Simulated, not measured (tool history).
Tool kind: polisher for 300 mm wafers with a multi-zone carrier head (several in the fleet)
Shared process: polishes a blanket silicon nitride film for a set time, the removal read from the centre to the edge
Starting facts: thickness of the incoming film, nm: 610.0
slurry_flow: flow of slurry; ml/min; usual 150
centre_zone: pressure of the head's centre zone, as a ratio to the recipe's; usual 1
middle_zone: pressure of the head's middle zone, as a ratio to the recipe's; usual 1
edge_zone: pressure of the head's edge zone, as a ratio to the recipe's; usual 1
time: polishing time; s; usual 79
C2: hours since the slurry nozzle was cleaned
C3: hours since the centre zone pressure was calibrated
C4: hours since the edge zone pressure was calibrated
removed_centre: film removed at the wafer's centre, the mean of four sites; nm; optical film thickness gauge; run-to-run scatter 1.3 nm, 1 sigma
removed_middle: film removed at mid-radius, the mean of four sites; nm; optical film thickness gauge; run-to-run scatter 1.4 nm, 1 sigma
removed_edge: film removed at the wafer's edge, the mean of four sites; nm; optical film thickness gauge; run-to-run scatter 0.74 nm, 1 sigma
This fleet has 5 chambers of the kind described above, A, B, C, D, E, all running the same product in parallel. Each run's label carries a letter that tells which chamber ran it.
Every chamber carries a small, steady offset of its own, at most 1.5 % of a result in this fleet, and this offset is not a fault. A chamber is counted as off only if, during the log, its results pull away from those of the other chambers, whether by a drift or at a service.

-- day=0.283 chamber E: worn pad replaced by a new one
-- day=0.35 chamber B: worn pad replaced by a new one
run 1B day=0.388 | slurry_flow=150 centre_zone=1 middle_zone=1 edge_zone=1 time=79 | wafers_polished_on_this_pad=6 C2=545.9 C3=677.8 C4=315.2 | removed_centre=114.55 removed_middle=117.09 removed_edge=118.17
-- day=0.608 chamber A: slurry nozzle cleaned
run 2E day=0.688 | slurry_flow=150 centre_zone=1 middle_zone=1 edge_zone=1 time=79 | wafers_polished_on_this_pad=73 C2=455.7 C3=688.5 C4=547.6 | removed_centre=115.4 removed_middle=116.17 removed_edge=116
run 3D day=1.075 | slurry_flow=150 centre_zone=1 middle_zone=1 edge_zone=1 time=79 | wafers_polished_on_this_pad=537 C2=383 C3=740.9 C4=347.1 | removed_centre=117.25 removed_middle=117.24 removed_edge=116.2
run 4C day=1.292 | slurry_flow=150 centre_zone=1 middle_zone=1 edge_zone=1 time=79 | wafers_polished_on_this_pad=519 C2=112.5 C3=156.1 C4=312.8 | removed_centre=116.37 removed_middle=115.24 removed_edge=117.34
run 5A day=1.533 | slurry_flow=150 centre_zone=1 middle_zone=1 edge_zone=1 time=79 | wafers_polished_on_this_pad=810 C2=22.3 C3=375.4 C4=194.1 | removed_centre=117.47 removed_middle=117.18 removed_edge=117.15
run 6A day=1.904 | slurry_flow=150 centre_zone=1 middle_zone=1 edge_zone=1 time=79 | wafers_polished_on_this_pad=876 C2=31.2 C3=384.3 C4=203 | removed_centre=114.82 removed_middle=117.22 removed_edge=119.03
-- day=2.017 chamber B: slurry nozzle cleaned
run 7B day=2.208 | slurry_flow=150 centre_zone=1 middle_zone=1 edge_zone=1 time=79 | wafers_polished_on_this_pad=334 C2=4.7 C3=721.5 C4=358.9 | removed_centre=115.57 removed_middle=114.89 removed_edge=117.32
run 8D day=2.575 | slurry_flow=150 centre_zone=1 middle_zone=1 edge_zone=1 time=79 | wafers_polished_on_this_pad=807 C2=419 C3=776.9 C4=383.1 | removed_centre=115.46 removed_middle=117.52 removed_edge=116.96
run 9C day=3.062 | slurry_flow=150 centre_zone=1 middle_zone=1 edge_zone=1 time=79 | wafers_polished_on_this_pad=838 C2=155 C3=198.6 C4=355.3 | removed_centre=114.72 removed_middle=117.15 removed_edge=117.82
-- day=3.125 chamber E: worn pad replaced by a new one
run 10E day=3.292 | slurry_flow=150 centre_zone=1 middle_zone=1 edge_zone=1 time=79 | wafers_polished_on_this_pad=30 C2=518.2 C3=751 C4=610.1 | removed_centre=113.74 removed_middle=117.17 removed_edge=117.01
-- day=3.383 chamber A: worn pad replaced by a new one
run 11C day=3.6 | slurry_flow=150 centre_zone=0.92 middle_zone=1 edge_zone=1 time=64 | wafers_polished_on_this_pad=934 C2=167.9 C3=211.5 C4=368.2 | removed_centre=85.967 removed_middle=94.581 removed_edge=94.335
run 12B day=3.862 | slurry_flow=150 centre_zone=0.92 middle_zone=1 edge_zone=1 time=64 | wafers_polished_on_this_pad=631 C2=44.4 C3=761.2 C4=398.6 | removed_centre=87.488 removed_middle=93.678 removed_edge=95.528
run 13D day=4.096 | slurry_flow=150 centre_zone=0.92 middle_zone=1 edge_zone=1 time=64 | wafers_polished_on_this_pad=1080 C2=455.5 C3=813.4 C4=419.6 | removed_centre=85.094 removed_middle=96.359 removed_edge=92.976
run 14A day=4.55 | slurry_flow=150 centre_zone=0.92 middle_zone=1 edge_zone=1 time=64 | wafers_polished_on_this_pad=210 C2=94.7 C3=447.8 C4=266.5 | removed_centre=87.286 removed_middle=95.818 removed_edge=96.02
run 15E day=4.883 | slurry_flow=150 centre_zone=0.92 middle_zone=1 edge_zone=1 time=64 | wafers_polished_on_this_pad=316 C2=556.4 C3=789.2 C4=648.3 | removed_centre=86.094 removed_middle=95.448 removed_edge=93.905
run 16C day=5.225 | slurry_flow=150 centre_zone=1 middle_zone=1 edge_zone=1 time=79 | wafers_polished_on_this_pad=1226 C2=206.9 C3=250.5 C4=407.2 | removed_centre=116.64 removed_middle=115.37 removed_edge=115.92
run 17E day=5.446 | slurry_flow=150 centre_zone=1 middle_zone=1 edge_zone=1 time=79 | wafers_polished_on_this_pad=417 C2=569.9 C3=802.7 C4=661.8 | removed_centre=113.79 removed_middle=114.86 removed_edge=117.82
-- day=5.588 chamber D: worn pad replaced by a new one
run 18D day=5.796 | slurry_flow=200 centre_zone=1 middle_zone=1 edge_zone=1 time=79 | wafers_polished_on_this_pad=37 C2=496.3 C3=854.2 C4=460.4 | removed_centre=122.38 removed_middle=121.33 removed_edge=120.69
run 19B day=6.062 | slurry_flow=200 centre_zone=1 middle_zone=1 edge_zone=1 time=79 | wafers_polished_on_this_pad=1027 C2=97.2 C3=814 C4=451.4 | removed_centre=126.46 removed_middle=121.31 removed_edge=122.68
run 20A day=6.412 | slurry_flow=200 centre_zone=1 middle_zone=1 edge_zone=1 time=79 | wafers_polished_on_this_pad=545 C2=139.4 C3=492.5 C4=311.2 | removed_centre=124.65 removed_middle=122.49 removed_edge=122.67
-- day=6.471 chamber E: worn pad replaced by a new one
-- day=6.596 chamber D: slurry nozzle cleaned
run 21A day=6.65 | slurry_flow=200 centre_zone=1 middle_zone=1 edge_zone=1 time=79 | wafers_polished_on_this_pad=588 C2=145.1 C3=498.2 C4=316.9 | removed_centre=122.4 removed_middle=122.55 removed_edge=121.21
-- day=6.933 chamber B: worn pad replaced by a new one
run 22B day=7.029 | slurry_flow=200 centre_zone=1 middle_zone=1 edge_zone=1 time=79 | wafers_polished_on_this_pad=17 C2=120.4 C3=837.2 C4=474.6 | removed_centre=130.16 removed_middle=121.84 removed_edge=120.57
-- day=7.1 chamber C: worn pad replaced by a new one
run 23D day=7.379 | slurry_flow=150 centre_zone=1 middle_zone=1 edge_zone=1 time=79 | wafers_polished_on_this_pad=322 C2=18.8 C3=892.2 C4=498.4 | removed_centre=116.7 removed_middle=118.31 removed_edge=117.59
run 24C day=7.658 | slurry_flow=150 centre_zone=1 middle_zone=1 edge_zone=1 time=79 | wafers_polished_on_this_pad=101 C2=265.3 C3=308.9 C4=465.6 | removed_centre=114.85 removed_middle=116.82 removed_edge=116.1
-- day=7.875 chamber A: edge zone pressure recalibrated
run 25E day=7.875 | slurry_flow=150 centre_zone=1 middle_zone=1 edge_zone=1 time=79 | wafers_polished_on_this_pad=252 C2=628.2 C3=861 C4=720.1 | removed_centre=118.37 removed_middle=115.23 removed_edge=118.15
run 26A day=8.146 | slurry_flow=150 centre_zone=1 middle_zone=1 edge_zone=1 time=79 | wafers_polished_on_this_pad=857 C2=181 C3=534.1 C4=6.5 | removed_centre=115.29 removed_middle=117.8 removed_edge=118.28
-- day=8.258 chamber D: centre zone pressure recalibrated
run 27B day=8.546 | slurry_flow=150 centre_zone=1 middle_zone=1 edge_zone=1 time=79 | wafers_polished_on_this_pad=290 C2=156.8 C3=873.6 C4=511 | removed_centre=125.44 removed_middle=114.19 removed_edge=116.4
run 28D day=8.817 | slurry_flow=150 centre_zone=1 middle_zone=1 edge_zone=1 time=79 | wafers_polished_on_this_pad=581 C2=53.3 C3=13.5 C4=532.9 | removed_centre=114.94 removed_middle=116.74 removed_edge=116.5
-- day=9.158 chamber E: worn pad replaced by a new one
run 29C day=9.254 | slurry_flow=150 centre_zone=1 middle_zone=1 edge_zone=1 time=79 | wafers_polished_on_this_pad=388 C2=303.6 C3=347.2 C4=503.9 | removed_centre=116.08 removed_middle=116.03 removed_edge=116.76
run 30E day=9.721 | slurry_flow=150 centre_zone=1 middle_zone=1 edge_zone=1 time=79 | wafers_polished_on_this_pad=101 C2=672.5 C3=905.3 C4=764.4 | removed_centre=114.73 removed_middle=117.08 removed_edge=116.74
run 31C day=9.946 | slurry_flow=150 centre_zone=1 middle_zone=1 edge_zone=1 time=79 | wafers_polished_on_this_pad=512 C2=320.2 C3=363.8 C4=520.5 | removed_centre=115.38 removed_middle=116.23 removed_edge=117.63
run 32B day=10.375 | slurry_flow=150 centre_zone=1 middle_zone=1 edge_zone=1 time=79 | wafers_polished_on_this_pad=619 C2=200.7 C3=917.5 C4=554.9 | removed_centre=126.83 removed_middle=114.35 removed_edge=117.66
-- day=10.471 chamber A: worn pad replaced by a new one
run 33D day=10.817 | slurry_flow=150 centre_zone=1 middle_zone=1 edge_zone=1 time=79 | wafers_polished_on_this_pad=940 C2=101.3 C3=61.5 C4=580.9 | removed_centre=114.68 removed_middle=117.45 removed_edge=116.57
run 34A day=11.088 | slurry_flow=150 centre_zone=1 middle_zone=1 edge_zone=1 time=79 | wafers_polished_on_this_pad=110 C2=251.6 C3=604.7 C4=77.1 | removed_centre=118.16 removed_middle=118.73 removed_edge=119.14
run 35E day=11.45 | slurry_flow=150 centre_zone=1.1 middle_zone=1 edge_zone=1 time=79 | wafers_polished_on_this_pad=412 C2=714 C3=946.8 C4=805.9 | removed_centre=126.76 removed_middle=119.68 removed_edge=117.52
run 36C day=11.708 | slurry_flow=150 centre_zone=1.1 middle_zone=1 edge_zone=1 time=79 | wafers_polished_on_this_pad=829 C2=362.5 C3=406.1 C4=562.8 | removed_centre=127.2 removed_middle=114.17 removed_edge=117.23
run 37D day=12.062 | slurry_flow=150 centre_zone=1.1 middle_zone=1 edge_zone=1 time=79 | wafers_polished_on_this_pad=1165 C2=131.2 C3=91.4 C4=610.8 | removed_centre=125.92 removed_middle=116.67 removed_edge=116.27
-- day=12.262 chamber E: worn pad replaced by a new one
run 38E day=12.371 | slurry_flow=150 centre_zone=1.1 middle_zone=1 edge_zone=1 time=79 | wafers_polished_on_this_pad=19 C2=736.1 C3=968.9 C4=828 | removed_centre=127.13 removed_middle=117.57 removed_edge=116.77
run 39B day=12.671 | slurry_flow=150 centre_zone=1.1 middle_zone=1 edge_zone=1 time=79 | wafers_polished_on_this_pad=1032 C2=255.8 C3=972.6 C4=610 | removed_centre=143.35 removed_middle=117.64 removed_edge=115.57

All 5 chambers run these settings next. Forecast each chamber's results:
run 40A day=13.033 | slurry_flow=150 centre_zone=1 middle_zone=1 edge_zone=1 time=65 | removed_centre=? removed_middle=? removed_edge=?
run 40B day=13.033 | slurry_flow=150 centre_zone=1 middle_zone=1 edge_zone=1 time=65 | removed_centre=? removed_middle=? removed_edge=?
run 40C day=13.033 | slurry_flow=150 centre_zone=1 middle_zone=1 edge_zone=1 time=65 | removed_centre=? removed_middle=? removed_edge=?
run 40D day=13.033 | slurry_flow=150 centre_zone=1 middle_zone=1 edge_zone=1 time=65 | removed_centre=? removed_middle=? removed_edge=?
run 40E day=13.033 | slurry_flow=150 centre_zone=1 middle_zone=1 edge_zone=1 time=65 | removed_centre=? removed_middle=? removed_edge=?

run=40A removed_centre=96.104 removed_middle=96.476 removed_edge=96.795
run=40B removed_centre=106.93 removed_middle=95.61 removed_edge=96.799
run=40C removed_centre=95.714 removed_middle=93.203 removed_edge=97.272
run=40D removed_centre=94.652 removed_middle=98.347 removed_edge=95.649
run=40E removed_centre=97.079 removed_middle=96.129 removed_edge=96.099

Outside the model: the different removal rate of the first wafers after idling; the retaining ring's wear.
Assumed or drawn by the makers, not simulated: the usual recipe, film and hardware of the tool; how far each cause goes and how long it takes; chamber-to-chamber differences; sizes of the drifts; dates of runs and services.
